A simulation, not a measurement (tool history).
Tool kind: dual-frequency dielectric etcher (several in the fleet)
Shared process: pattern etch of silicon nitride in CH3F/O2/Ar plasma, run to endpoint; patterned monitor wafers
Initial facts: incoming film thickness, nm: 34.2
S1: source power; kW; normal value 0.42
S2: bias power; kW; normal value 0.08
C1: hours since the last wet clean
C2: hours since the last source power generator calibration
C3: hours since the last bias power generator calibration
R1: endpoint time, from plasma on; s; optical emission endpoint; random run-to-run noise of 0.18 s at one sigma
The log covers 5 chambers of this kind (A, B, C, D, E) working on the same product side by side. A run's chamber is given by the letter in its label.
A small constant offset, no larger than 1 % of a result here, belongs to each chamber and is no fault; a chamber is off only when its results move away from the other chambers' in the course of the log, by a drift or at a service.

run 1D hour=7 | S1=0.42 S2=0.08 | C1=379.9 C2=873.4 C3=2777.5 | R1=47.051
run 2A hour=18.6 | S1=0.42 S2=0.08 | C1=34 C2=2009.6 C3=2025.2 | R1=46.338
run 3C hour=24.7 | S1=0.42 S2=0.08 | C1=132.6 C2=1912.3 C3=3831.5 | R1=46.471
run 4E hour=34.8 | S1=0.42 S2=0.08 | C1=374.9 C2=2258 C3=5432.6 | R1=46.742
run 5B hour=40.8 | S1=0.42 S2=0.08 | C1=291.9 C2=1584.8 C3=2069.4 | R1=46.534
run 6A hour=52 | S1=0.42 S2=0.08 | C1=67.4 C2=2043 C3=2058.6 | R1=46.893
-- hour=59.5 chamber E: wet clean of the chamber
-- hour=60 chamber E: bias power generator calibrated
run 7D hour=60.5 | S1=0.42 S2=0.08 | C1=433.4 C2=926.9 C3=2831 | R1=46.728
run 8E hour=72.9 | S1=0.42 S2=0.092 | C1=13.4 C2=2296.1 C3=13 | R1=44.368
run 9C hour=83.8 | S1=0.42 S2=0.092 | C1=191.7 C2=1971.4 C3=3890.6 | R1=44.358
run 10B hour=94.2 | S1=0.42 S2=0.092 | C1=345.3 C2=1638.2 C3=2122.8 | R1=44.467
run 11B hour=105.7 | S1=0.42 S2=0.092 | C1=356.8 C2=1649.7 C3=2134.3 | R1=44.381
run 12C hour=118.6 | S1=0.42 S2=0.092 | C1=226.5 C2=2006.2 C3=3925.4 | R1=44.571
run 13D hour=130.6 | S1=0.42 S2=0.08 | C1=503.5 C2=997 C3=2901.1 | R1=47.03
-- hour=132.5 chamber B: wet clean of the chamber
run 14A hour=138.9 | S1=0.42 S2=0.08 | C1=154.3 C2=2129.9 C3=2145.5 | R1=46.531
run 15E hour=147 | S1=0.42 S2=0.08 | C1=87.5 C2=2370.2 C3=87.1 | R1=46.67
run 16C hour=152.9 | S1=0.42 S2=0.08 | C1=260.8 C2=2040.5 C3=3959.7 | R1=46.804
run 17A hour=160 | S1=0.35 S2=0.089 | C1=175.4 C2=2151 C3=2166.6 | R1=48.413
run 18B hour=166.2 | S1=0.35 S2=0.089 | C1=33.8 C2=1710.2 C3=2194.8 | R1=47.803
run 19E hour=173.4 | S1=0.35 S2=0.089 | C1=113.9 C2=2396.6 C3=113.5 | R1=48.267
run 20D hour=186.7 | S1=0.35 S2=0.089 | C1=559.6 C2=1053.1 C3=2957.2 | R1=48.991
run 21E hour=197.7 | S1=0.35 S2=0.089 | C1=138.2 C2=2420.9 C3=137.8 | R1=48.468
run 22A hour=208.9 | S1=0.42 S2=0.08 | C1=224.3 C2=2199.9 C3=2215.5 | R1=46.533
run 23C hour=215.4 | S1=0.36 S2=0.096 | C1=323.3 C2=2103 C3=4022.2 | R1=46.108
run 24D hour=221.4 | S1=0.36 S2=0.096 | C1=594.3 C2=1087.8 C3=2991.9 | R1=47.422
run 25B hour=234.7 | S1=0.36 S2=0.096 | C1=102.3 C2=1778.7 C3=2263.3 | R1=46.12
run 26D hour=241.9 | S1=0.36 S2=0.096 | C1=614.8 C2=1108.3 C3=3012.4 | R1=47.107
run 27C hour=251 | S1=0.36 S2=0.096 | C1=358.9 C2=2138.6 C3=4057.8 | R1=46.205
run 28E hour=258.6 | S1=0.42 S2=0.08 | C1=199.1 C2=2481.8 C3=198.7 | R1=47.054
run 29A hour=266.2 | S1=0.42 S2=0.08 | C1=281.6 C2=2257.2 C3=2272.8 | R1=47.059
run 30B hour=273.9 | S1=0.42 S2=0.08 | C1=141.5 C2=1817.9 C3=2302.5 | R1=46.541
run 31D hour=287.2 | S1=0.42 S2=0.08 | C1=660.1 C2=1153.6 C3=3057.7 | R1=48.041
run 32B hour=295.4 | S1=0.42 S2=0.08 | C1=163 C2=1839.4 C3=2324 | R1=46.619
run 33C hour=308.4 | S1=0.35 S2=0.089 | C1=416.3 C2=2196 C3=4115.2 | R1=47.915
run 34A hour=316.9 | S1=0.35 S2=0.089 | C1=332.3 C2=2307.9 C3=2323.5 | R1=48.151
run 35E hour=326.7 | S1=0.35 S2=0.089 | C1=267.2 C2=2549.9 C3=266.8 | R1=48.696

All 5 chambers run these settings next. Forecast each chamber's results:
run 36A hour=336.3 | S1=0.42 S2=0.08 | R1=?
run 36B hour=336.3 | S1=0.42 S2=0.08 | R1=?
run 36C hour=336.3 | S1=0.42 S2=0.08 | R1=?
run 36D hour=336.3 | S1=0.42 S2=0.08 | R1=?
run 36E hour=336.3 | S1=0.42 S2=0.08 | R1=?

run=36A R1=46.809
run=36B R1=46.564
run=36C R1=46.359
run=36D R1=48.008
run=36E R1=47.115
